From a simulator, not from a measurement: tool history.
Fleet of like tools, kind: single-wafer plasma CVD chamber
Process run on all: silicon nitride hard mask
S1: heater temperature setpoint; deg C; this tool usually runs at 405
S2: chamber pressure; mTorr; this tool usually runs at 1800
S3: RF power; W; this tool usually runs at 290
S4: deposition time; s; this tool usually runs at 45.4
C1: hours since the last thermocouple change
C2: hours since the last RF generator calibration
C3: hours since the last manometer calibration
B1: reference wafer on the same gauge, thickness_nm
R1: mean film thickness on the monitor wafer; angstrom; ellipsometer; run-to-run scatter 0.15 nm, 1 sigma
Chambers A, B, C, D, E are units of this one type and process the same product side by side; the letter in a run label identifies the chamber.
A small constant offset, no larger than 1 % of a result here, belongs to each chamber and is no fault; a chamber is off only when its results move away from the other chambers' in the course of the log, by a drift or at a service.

run,hour,S1,S2,S3,S4,C1,C2,C3,B1,R1
1B,8.2,405,1800,290,45.4,1200.7,959.6,578.1,60.822,529.64
2D,14.6,405,1800,290,45.4,916.2,1362.1,830.4,60.763,524.26
3E,26.4,405,1800,290,45.4,109.4,818.7,609.8,60.816,522.29
4A,37.3,405,1800,290,45.4,831.2,1218.9,1388.9,60.811,524.83
5C,47.5,405,1800,290,45.4,444.3,1433.4,1708.1,60.735,526.89
6A,57.3,405,1800,290,45.4,851.2,1238.9,1408.9,60.783,522.17
7B,68.5,405,1800,290,45.4,1261.0,1019.9,638.4,60.822,527.16
8C,80.3,405,1800,290,45.4,477.1,1466.2,1740.9,60.844,524.80
9E,88.3,405,1800,290,45.4,171.3,880.6,671.7,60.832,523.13
10D,95.1,405,1800,290,45.4,996.7,1442.6,910.9,60.749,525.41
11D,105.9,405,1800,290,45.4,1007.5,1453.4,921.7,60.795,524.61
12C,112.3,405,1800,290,45.4,509.1,1498.2,1772.9,60.839,526.12
13A,120.6,405,1800,290,45.4,914.5,1302.2,1472.2,60.831,522.89
14B,127.6,405,1800,290,45.4,1320.1,1079.0,697.5,60.810,526.57
15E,133.9,405,1800,290,45.4,216.9,926.2,717.3,60.747,524.21
16C,146.2,405,1800,290,45.4,543.0,1532.1,1806.8,60.803,524.99
17B,153.4,405,1800,290,45.4,1345.9,1104.8,723.3,60.809,523.62
18A,163.3,405,1800,290,45.4,957.2,1344.9,1514.9,60.791,523.27
19D,176.3,405,1800,290,45.4,1077.9,1523.8,992.1,60.781,523.98
20E,183.0,405,1500,240,45.4,266.0,975.3,766.4,60.811,435.91
21B,194.3,405,1500,240,45.4,1386.8,1145.7,764.2,60.802,435.90
22E,202.7,405,1500,240,45.4,285.7,995.0,786.1,60.826,437.99
23A,208.6,405,1500,240,45.4,1002.5,1390.2,1560.2,60.786,438.07
24D,219.5,405,1500,240,45.4,1121.1,1567.0,1035.3,60.853,435.95
25C,231.6,405,1800,290,45.4,628.4,1617.5,1892.2,60.851,525.70
26A,239.0,405,1800,290,45.4,1032.9,1420.6,1590.6,60.796,521.56
27D,251.6,405,1800,290,45.4,1153.2,1599.1,1067.4,60.799,524.89
28E,259.8,405,1800,290,45.4,342.8,1052.1,843.2,60.849,522.34
29C,268.5,405,1800,290,45.4,665.3,1654.4,1929.1,60.765,524.34
30B,277.0,405,1800,290,45.4,1469.5,1228.4,846.9,60.814,527.98
31B,288.8,405,1800,290,45.4,1481.3,1240.2,858.7,60.817,527.83
32A,298.9,405,1800,290,45.4,1092.8,1480.5,1650.5,60.801,523.54
# hour 303.0: chamber D: capacitance manometer re-zeroed and calibrated
33D,307.0,412,1800,315,45.4,1208.6,1654.5,4.0,60.797,552.35
34E,318.4,412,1800,315,45.4,401.4,1110.7,901.8,60.809,553.59
35C,324.4,412,1800,315,45.4,721.2,1710.3,1985.0,60.801,550.33
36E,335.8,412,1800,315,45.4,418.8,1128.1,919.2,60.790,551.19
# hour 345.0: chamber B: RF generator calibrated
37B,348.3,412,1800,315,45.4,1540.8,3.4,918.2,60.782,558.09
# hour 349.5: chamber D: RF generator calibrated
38A,361.2,405,1800,290,45.4,1155.1,1542.8,1712.8,60.781,523.64
39D,372.7,405,1800,290,45.4,1274.3,23.3,69.7,60.795,524.11

Read the log: is a single chamber off, either drifting away or since a service, is the gauge that measures every chamber drifting, or is nothing wrong beyond small per-chamber offsets? Name any odd chamber and what most likely caused it.

Beyond each chamber's small constant offset nothing stands out, and the gauge stays steady.
